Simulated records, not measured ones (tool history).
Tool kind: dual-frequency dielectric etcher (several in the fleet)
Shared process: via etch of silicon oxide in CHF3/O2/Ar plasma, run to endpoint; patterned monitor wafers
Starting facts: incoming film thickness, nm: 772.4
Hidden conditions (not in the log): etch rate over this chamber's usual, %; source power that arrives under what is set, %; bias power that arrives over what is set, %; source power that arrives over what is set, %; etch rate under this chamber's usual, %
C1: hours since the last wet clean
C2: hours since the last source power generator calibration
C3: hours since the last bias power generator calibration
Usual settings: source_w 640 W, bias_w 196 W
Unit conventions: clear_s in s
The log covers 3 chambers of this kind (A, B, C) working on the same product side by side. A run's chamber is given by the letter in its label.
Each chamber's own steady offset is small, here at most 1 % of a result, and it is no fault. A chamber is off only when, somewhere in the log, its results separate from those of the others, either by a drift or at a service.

Run 1C, hour 6.2: usual settings; C1 114.1; C2 1262.4; C3 1685.7. Result: clear_s 370.61 s.
Run 2A, hour 14.5: usual settings; C1 113.6; C2 255.4; C3 3003.1. Result: clear_s 368.91 s.
Run 3B, hour 19.3: usual settings; C1 101.9; C2 719.1; C3 2042.1. Result: clear_s 366.96 s.
Run 4A, hour 27: usual settings; C1 126.1; C2 267.9; C3 3015.6. Result: clear_s 366.94 s.
Run 5B, hour 35.2: usual settings; C1 117.8; C2 735; C3 2058. Result: clear_s 366.36 s.
Run 6C, hour 39.9: usual settings; C1 147.8; C2 1296.1; C3 1719.4. Result: clear_s 376.07 s.
Run 7A, hour 48.7: usual settings; C1 147.8; C2 289.6; C3 3037.3. Result: clear_s 372.7 s.
Run 8B, hour 54.1: usual settings but source_w 720 W; C1 136.7; C2 753.9; C3 2076.9. Result: clear_s 351.93 s.
Run 9C, hour 63.6: usual settings but source_w 720 W; C1 171.5; C2 1319.8; C3 1743.1. Result: clear_s 362.48 s.
Run 10B, hour 71.3: usual settings but source_w 720 W; C1 153.9; C2 771.1; C3 2094.1. Result: clear_s 352.43 s.
Run 11A, hour 77.3: usual settings; C1 176.4; C2 318.2; C3 3065.9. Result: clear_s 371.47 s.
Run 12C, hour 84.4: usual settings; C1 192.3; C2 1340.6; C3 1763.9. Result: clear_s 373.89 s.
Run 13A, hour 90.9: usual settings; C1 190; C2 331.8; C3 3079.5. Result: clear_s 366.93 s.
Run 14C, hour 97.9: usual settings; C1 205.8; C2 1354.1; C3 1777.4. Result: clear_s 378.01 s.
Run 15B, hour 104.9: usual settings but source_w 570 W, bias_w 163 W; C1 187.5; C2 804.7; C3 2127.7. Result: clear_s 414.41 s.
Run 16C, hour 110: usual settings but source_w 570 W, bias_w 163 W; C1 217.9; C2 1366.2; C3 1789.5. Result: clear_s 423.26 s.
Run 17B, hour 116.2: usual settings but source_w 570 W, bias_w 163 W; C1 198.8; C2 816; C3 2139. Result: clear_s 410.14 s.
Run 18A, hour 123.4: usual settings; C1 222.5; C2 364.3; C3 3112. Result: clear_s 365.5 s.
Run 19B, hour 130.4: usual settings; C1 213; C2 830.2; C3 2153.2. Result: clear_s 371.58 s.
Run 20A, hour 137.4: usual settings; C1 236.5; C2 378.3; C3 3126. Result: clear_s 371.23 s.
Run 21C, hour 145.7: usual settings; C1 253.6; C2 1401.9; C3 1825.2. Result: clear_s 387.58 s.
Run 22C, hour 154.5: usual settings; C1 262.4; C2 1410.7; C3 1834. Result: clear_s 384.87 s.
Run 23B, hour 158.9: usual settings; C1 241.5; C2 858.7; C3 2181.7. Result: clear_s 365.3 s.
Run 24A, hour 167.2: usual settings but bias_w 178 W; C1 266.3; C2 408.1; C3 3155.8. Result: clear_s 382 s.
Run 25A, hour 172: usual settings but bias_w 178 W; C1 271.1; C2 412.9; C3 3160.6. Result: clear_s 383.39 s.
Run 26C, hour 180.2: usual settings but bias_w 178 W; C1 288.1; C2 1436.4; C3 1859.7. Result: clear_s 399.2 s.
Run 27B, hour 187.4: usual settings; C1 270; C2 887.2; C3 2210.2. Result: clear_s 370.3 s.
Run 28A, hour 196.5: usual settings but source_w 530 W, bias_w 238 W; C1 295.6; C2 437.4; C3 3185.1. Result: clear_s 368.22 s.
Run 29C, hour 204.8: usual settings but source_w 530 W, bias_w 238 W; C1 312.7; C2 1461; C3 1884.3. Result: clear_s 393.02 s.
Run 30B, hour 212: usual settings but source_w 530 W, bias_w 238 W; C1 294.6; C2 911.8; C3 2234.8. Result: clear_s 367.61 s.
Run 31B, hour 216.6: usual settings but source_w 510 W; C1 299.2; C2 916.4; C3 2239.4. Result: clear_s 403.52 s.
Run 32C, hour 222.5: usual settings but source_w 510 W; C1 330.4; C2 1478.7; C3 1902. Result: clear_s 424.96 s.
Run 33A, hour 230.8: usual settings but source_w 510 W; C1 329.9; C2 471.7; C3 3219.4. Result: clear_s 405.91 s.
Run 34B, hour 237.7: usual settings; C1 320.3; C2 937.5; C3 2260.5. Result: clear_s 363.4 s.

Does one chamber stand apart from the rest, does the shared gauge drift, or is all well apart from small per-chamber offsets? Give the chamber and the most likely cause, where there is one.

It is chamber C that slowly wanders off from its peers.
What lies behind it: etch rate under this chamber's usual, % = 5.19.

Here are 4 candidates for chamber C's next run, each the usual settings with a change, their results left as question marks. Which one brings its results back in line with what the others give on the usual settings?
Allowed miss from the other chambers' usual-settings mean, per result, to count as in line: clear_s 10 s
Run 35C-1, hour 244.5: usual settings but bias_w 205 W. Result: clear_s ?.
Run 35C-2, hour 244.5: usual settings but bias_w 187 W. Result: clear_s ?.
Run 35C-3, hour 244.5: usual settings but source_w 580 W, bias_w 180 W. Result: clear_s ?.
Run 35C-4, hour 244.5: usual settings but source_w 700 W, bias_w 212 W. Result: clear_s ?.

The mean the other chambers reach with the usual settings: clear_s 368.54 s
  run  clear_s
35C-1   386.91
35C-2   399.01
35C-3   419.74
35C-4   369.62
35C-4 brings the chamber back in line.
